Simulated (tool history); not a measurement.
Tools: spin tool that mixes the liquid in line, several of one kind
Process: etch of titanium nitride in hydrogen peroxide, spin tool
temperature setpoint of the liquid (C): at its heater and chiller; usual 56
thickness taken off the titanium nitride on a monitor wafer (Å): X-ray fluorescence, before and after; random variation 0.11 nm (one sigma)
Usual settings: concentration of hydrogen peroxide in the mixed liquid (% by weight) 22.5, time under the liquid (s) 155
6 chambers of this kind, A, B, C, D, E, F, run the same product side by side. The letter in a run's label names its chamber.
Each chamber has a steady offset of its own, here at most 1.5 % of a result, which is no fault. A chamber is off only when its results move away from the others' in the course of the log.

run   hour  temperature setpoint of the liquid (C)  concentration of hydrogen peroxide in the mixed liquid (% by weight)  time under the liquid (s)  read-back film thickness of the titanium nitride reference wafer, read on the same gauge (nm)  thickness taken off the titanium nitride on a monitor wafer (Å)
 1D    4.1                                      56                                                                  22.5                        155                                                                                         69.982                                                           185.87
 2C    8.4                                      56                                                                  22.5                        155                                                                                          69.97                                                           187.42
 3B   13.5                                      56                                                                  22.5                        155                                                                                         70.005                                                           188.55
 4F   16.8                                      56                                                                  22.5                        155                                                                                         70.006                                                            183.9
      22.2  -- chamber B: heated supply line repaired
 5A   23.6                                      56                                                                  22.5                        155                                                                                          69.97                                                           186.59
 6E   30.3                                      56                                                                  22.5                        155                                                                                         69.986                                                           188.02
 7F   35.6                                      56                                                                  22.5                         60                                                                                         69.981                                                           72.144
 8C   40.8                                      56                                                                  22.5                         60                                                                                         69.976                                                           72.707
 9A   47.8                                      56                                                                  22.5                         60                                                                                         70.009                                                           71.627
10E   53.2                                      56                                                                  22.5                         60                                                                                         70.011                                                           71.687
11B   57.5                                      56                                                                  22.5                         60                                                                                         69.978                                                           73.249
12D   64.1                                      56                                                                  22.5                         60                                                                                         69.974                                                           71.921
13C   69.4                                      56                                                                  22.5                        155                                                                                         69.984                                                            186.2
      73.1  -- chamber F: new drum of peroxide connected
14B   75.1                                      56                                                                  22.5                        155                                                                                         69.985                                                           188.45
15D     79                                      56                                                                  22.5                        155                                                                                         69.969                                                           183.53
16A   82.5                                      56                                                                  22.5                        155                                                                                          70.03                                                           186.85
17F   86.2                                      56                                                                  22.5                        155                                                                                         70.002                                                           185.13
18E   90.7                                      56                                                                  22.5                        155                                                                                         70.027                                                            187.7
19E   94.5                                      56                                                                  22.5                        155                                                                                         69.975                                                           187.63
20A  101.5                                      56                                                                  22.5                        155                                                                                         69.978                                                           185.61
21C  106.1                                      56                                                                  22.5                        155                                                                                         69.958                                                           186.92
22D  113.2                                      56                                                                  22.5                        155                                                                                         69.986                                                           181.87
23B  118.7                                      56                                                                    18                        240                                                                                         70.035                                                           277.66
24F  125.8                                      56                                                                    18                        240                                                                                         70.004                                                           272.94
25C  132.7                                      56                                                                    18                        240                                                                                         69.995                                                           275.65
26F  137.8                                      56                                                                    18                        240                                                                                         70.008                                                           274.29
27E  144.7                                      56                                                                    18                        240                                                                                         70.016                                                            277.9
28A  150.6                                      56                                                                    18                        240                                                                                         69.976                                                           274.72
     156.3  -- chamber C: new drum of peroxide connected
29D  156.6                                      56                                                                  22.5                        155                                                                                          70.01                                                           178.36
30B  160.2                                      52                                                                    25                        155                                                                                         70.001                                                           146.62
31A  164.2                                      52                                                                    25                        155                                                                                         69.988                                                           144.18
32F    170                                      52                                                                    25                        155                                                                                         69.989                                                           142.88
33D  176.9                                      52                                                                    25                        155                                                                                         70.019                                                           137.59
34C    184                                      52                                                                    25                        155                                                                                         70.004                                                           143.23
35E  189.9                                      52                                                                    25                        155                                                                                         70.021                                                           144.45
36B  195.7                                      56                                                                  22.5                        155                                                                                         69.993                                                           189.83
37F  199.7                                      56                                                                  22.5                        155                                                                                         69.979                                                           186.55

Is one chamber off against the others, does the gauge drift, or is nothing wrong? If a chamber is off, say which, and what the likeliest cause is.

Chamber D drifts away from the others.
Cause: temperature lost on the way to the wafer (K) = 0.871.
The log may not tell that from: liquid colder than its thermometer reads (K).

Here are 4 candidates for chamber D's next run, each the usual settings with a change, their results left as question marks. Which one brings its results back in line with what the others give on the usual settings?
In line means no further than this from the other chambers' mean on the usual settings: thickness taken off the titanium nitride on a monitor wafer (Å) 3.7
38D-1  204.9                                    56.5                                                                  22.5                        160                                                                                                                                                               ?
38D-2  204.9                                    55.5                                                                  22.5                        150                                                                                                                                                               ?
38D-3  204.9                                      57                                                                  22.5                        160                                                                                                                                                               ?
38D-4  204.9                                      55                                                                  22.5                        150                                                                                                                                                               ?

The other chambers' mean on the usual settings: thickness taken off the titanium nitride on a monitor wafer (Å) 186.72
  run  thickness taken off the titanium nitride on a monitor wafer (Å)
38D-1                                                           188.26
38D-2                                                           164.56
38D-3                                                           194.93
38D-4                                                           158.88
38D-1 brings the chamber back in line.

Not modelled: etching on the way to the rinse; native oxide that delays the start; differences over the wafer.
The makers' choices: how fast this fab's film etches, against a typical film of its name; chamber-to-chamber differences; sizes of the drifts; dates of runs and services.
